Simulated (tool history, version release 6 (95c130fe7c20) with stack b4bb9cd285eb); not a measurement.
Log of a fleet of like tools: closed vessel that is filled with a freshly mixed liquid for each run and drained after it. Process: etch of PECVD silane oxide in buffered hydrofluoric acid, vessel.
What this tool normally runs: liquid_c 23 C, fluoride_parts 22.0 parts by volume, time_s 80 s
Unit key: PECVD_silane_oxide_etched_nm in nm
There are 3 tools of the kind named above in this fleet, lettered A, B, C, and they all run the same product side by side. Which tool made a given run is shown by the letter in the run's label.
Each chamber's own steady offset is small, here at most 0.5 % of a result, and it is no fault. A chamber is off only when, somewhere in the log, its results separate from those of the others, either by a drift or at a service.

run,hour,liquid_c,fluoride_parts,time_s,hours since the thermometer was replaced,hours since the hydrofluoric acid flow meter was replaced,"read-back film thickness of the PECVD silane oxide reference wafer, read on the same gauge (nm)",PECVD_silane_oxide_etched_nm
1C,4.8,23,22.0,80,1066.6,475.1,90.013,55.483
2A,10.6,23,22.0,80,2137.1,228.2,89.992,56.067
3B,18.6,23,22.0,80,777.9,1157.3,90.006,55.795
4C,26.1,23,22.0,80,1087.9,496.4,90.027,55.844
5B,35.9,23,22.0,80,795.2,1174.6,89.992,54.715
6A,40.5,23,22.0,80,2167.0,258.1,89.998,55.760
7A,46.6,23,22.0,80,2173.1,264.2,90.016,55.837
8C,51.6,23,22.0,80,1113.4,521.9,89.994,55.521
9B,57.7,23,22.0,80,817.0,1196.4,89.995,54.291
10A,62.7,23,22.0,80,2189.2,280.3,90.007,55.243
11B,70.7,23,22.0,80,830.0,1209.4,89.975,55.165
12C,79.1,23,22.0,80,1140.9,549.4,89.971,56.512
13B,84.6,23,15.5,40,843.9,1223.3,90.001,37.462
14C,92.6,23,15.5,40,1154.4,562.9,90.029,37.980
15A,97.3,23,15.5,40,2223.8,314.9,89.997,38.758
16B,104.5,23,22.0,80,863.8,1243.2,89.999,55.270
17A,109.2,23,22.0,80,2235.7,326.8,89.983,56.211
18C,116.9,23,22.0,80,1178.7,587.2,90.005,56.114
19C,124.5,23,22.0,80,1186.3,594.8,90.027,55.520
20B,129.1,23,22.0,80,888.4,1267.8,89.999,54.851
21A,139.2,23,22.0,80,2265.7,356.8,89.998,56.830
22C,147.0,23,22.0,80,1208.8,617.3,89.996,55.530

One chamber off, gauge drift, or nothing amiss beyond the chambers' own small offsets? If it is a chamber, which one, and what is the likeliest cause?

Nothing is wrong: each chamber keeps only its own small, steady offset and the gauge holds still.
